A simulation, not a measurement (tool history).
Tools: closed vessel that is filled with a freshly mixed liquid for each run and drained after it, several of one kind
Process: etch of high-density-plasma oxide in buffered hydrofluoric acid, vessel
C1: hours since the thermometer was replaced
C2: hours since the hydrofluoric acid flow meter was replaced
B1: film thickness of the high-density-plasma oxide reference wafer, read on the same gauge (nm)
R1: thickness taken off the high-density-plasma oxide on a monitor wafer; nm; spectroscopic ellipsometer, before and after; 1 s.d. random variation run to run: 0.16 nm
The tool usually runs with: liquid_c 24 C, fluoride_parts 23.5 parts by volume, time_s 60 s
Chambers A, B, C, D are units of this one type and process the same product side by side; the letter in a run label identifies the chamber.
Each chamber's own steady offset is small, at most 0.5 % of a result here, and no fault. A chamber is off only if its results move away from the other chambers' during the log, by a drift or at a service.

Run 1B, hour 12.7: usual settings; C1 1110.2; C2 56.1; B1 100.01. Result: R1 34.002 nm.
Run 2A, hour 20.9: usual settings; C1 983.3; C2 542.2; B1 100.02. Result: R1 33.579 nm.
Run 3C, hour 34.4: usual settings; C1 638.1; C2 615.5; B1 100. Result: R1 34.143 nm.
Run 4D, hour 46.8: usual settings; C1 1970.5; C2 69.3; B1 100. Result: R1 33.687 nm.
Run 5C, hour 56.4: usual settings; C1 660.1; C2 637.5; B1 100. Result: R1 33.867 nm.
Run 6B, hour 70.6: usual settings; C1 1168.1; C2 114; B1 99.999. Result: R1 33.82 nm.
Run 7D, hour 82.4: usual settings but liquid_c 26 C; C1 2006.1; C2 104.9; B1 100.02. Result: R1 37.759 nm.
Run 8A, hour 89: usual settings but liquid_c 26 C; C1 1051.4; C2 610.3; B1 99.964. Result: R1 37.384 nm.
Run 9B, hour 100.2: usual settings but liquid_c 26 C; C1 1197.7; C2 143.6; B1 100.02. Result: R1 37.462 nm.
Run 10D, hour 112.5: usual settings but liquid_c 26 C; C1 2036.2; C2 135; B1 99.99. Result: R1 37.673 nm.
Run 11A, hour 123.9: usual settings; C1 1086.3; C2 645.2; B1 100.02. Result: R1 33.28 nm.
Run 12C, hour 135.2: usual settings; C1 738.9; C2 716.3; B1 100.02. Result: R1 34.158 nm.
Run 13D, hour 146.8: usual settings; C1 2070.5; C2 169.3; B1 100.03. Result: R1 33.601 nm.
Run 14C, hour 155.6: usual settings; C1 759.3; C2 736.7; B1 100.01. Result: R1 33.868 nm.
Run 15B, hour 167.5: usual settings; C1 1265; C2 210.9; B1 99.999. Result: R1 34.101 nm.
Run 16A, hour 181.7: usual settings; C1 1144.1; C2 703; B1 99.996. Result: R1 33.065 nm.
Run 17C, hour 193.8: usual settings; C1 797.5; C2 774.9; B1 99.964. Result: R1 34.228 nm.
Run 18A, hour 202: usual settings but fluoride_parts 27.5 parts by volume; C1 1164.4; C2 723.3; B1 100. Result: R1 29.521 nm.
Run 19D, hour 213: usual settings but fluoride_parts 27.5 parts by volume; C1 2136.7; C2 235.5; B1 99.985. Result: R1 30.04 nm.
Run 20B, hour 221.5: usual settings but fluoride_parts 27.5 parts by volume; C1 1319; C2 264.9; B1 99.979. Result: R1 30.273 nm.
Run 21B, hour 231.3: usual settings but fluoride_parts 27.5 parts by volume; C1 1328.8; C2 274.7; B1 100.02. Result: R1 30.706 nm.
Run 22A, hour 237.5: usual settings; C1 1199.9; C2 758.8; B1 100.02. Result: R1 32.72 nm.
Run 23D, hour 245.8: usual settings; C1 2169.5; C2 268.3; B1 99.982. Result: R1 33.723 nm.
Run 24C, hour 252.8: usual settings; C1 856.5; C2 833.9; B1 100.02. Result: R1 34.327 nm.
Run 25C, hour 265.1: usual settings; C1 868.8; C2 846.2; B1 99.976. Result: R1 33.997 nm.
Run 26A, hour 278: usual settings; C1 1240.4; C2 799.3; B1 100.04. Result: R1 32.227 nm.
Run 27D, hour 292.2: usual settings; C1 2215.9; C2 314.7; B1 100.03. Result: R1 33.505 nm.
Run 28B, hour 298.7: usual settings; C1 1396.2; C2 342.1; B1 100.03. Result: R1 33.856 nm.
Run 29B, hour 306.9: usual settings; C1 1404.4; C2 350.3; B1 99.997. Result: R1 33.817 nm.
Run 30D, hour 313.1: usual settings; C1 2236.8; C2 335.6; B1 100. Result: R1 33.903 nm.
Run 31C, hour 325.9: usual settings; C1 929.6; C2 907; B1 99.989. Result: R1 34.125 nm.
Run 32A, hour 332.4: usual settings but liquid_c 26 C; C1 1294.8; C2 853.7; B1 100.03. Result: R1 35.674 nm.
Run 33D, hour 341.1: usual settings but liquid_c 26 C; C1 2264.8; C2 363.6; B1 100.01. Result: R1 37.437 nm.
Run 34C, hour 354.7: usual settings but liquid_c 26 C; C1 958.4; C2 935.8; B1 99.977. Result: R1 37.98 nm.
Run 35A, hour 369.1: usual settings but liquid_c 26 C; C1 1331.5; C2 890.4; B1 100.01. Result: R1 35.275 nm.
Run 36B, hour 377.7: usual settings; C1 1475.2; C2 421.1; B1 100. Result: R1 34.325 nm.
Run 37D, hour 388.1: usual settings but liquid_c 20.5 C, time_s 40 s; C1 2311.8; C2 410.6; B1 100.02. Result: R1 18.449 nm.
Run 38B, hour 395: usual settings but liquid_c 20.5 C, time_s 40 s; C1 1492.5; C2 438.4; B1 100.01. Result: R1 18.574 nm.
Run 39C, hour 406.5: usual settings but liquid_c 20.5 C, time_s 40 s; C1 1010.2; C2 987.6; B1 99.992. Result: R1 18.628 nm.
Run 40A, hour 419.7: usual settings but liquid_c 20.5 C, time_s 40 s; C1 1382.1; C2 941; B1 99.999. Result: R1 17.451 nm.
Run 41D, hour 430.3: usual settings; C1 2354; C2 452.8; B1 100.02. Result: R1 33.707 nm.

Does one chamber stand apart from the rest, does the shared gauge drift, or is all well apart from small per-chamber offsets? Give the chamber and the most likely cause, where there is one.

It is chamber A that slowly wanders off from its peers.
What lies behind it: hydrofluoric acid flow below the setpoint (%) = 9.52.
Not necessarily distinguishable in this log from: liquid colder than its thermometer reads (K).

Below are 4 candidate recipes for chamber A's next run, each the usual settings with a change, their results shown as question marks. Which of them brings A's results back in line with what the other chambers give on the usual settings?
Counts as in line when no further than this from what the other chambers average on the usual settings: R1 0.57 nm
Run 42A-1, hour 440.7: usual settings but liquid_c 24.5 C, fluoride_parts 23 parts by volume. Result: R1 ?.
Run 42A-2, hour 440.7: usual settings but fluoride_parts 26 parts by volume. Result: R1 ?.
Run 42A-3, hour 440.7: usual settings but fluoride_parts 25 parts by volume. Result: R1 ?.
Run 42A-4, hour 440.7: usual settings but fluoride_parts 21 parts by volume. Result: R1 ?.

The other chambers' mean on the usual settings: R1 33.901 nm
  run      R1
42A-1  32.899
42A-2   29.45
42A-3   30.25
42A-4  34.083
42A-4 is the one that brings the chamber's results back in line with the other chambers.
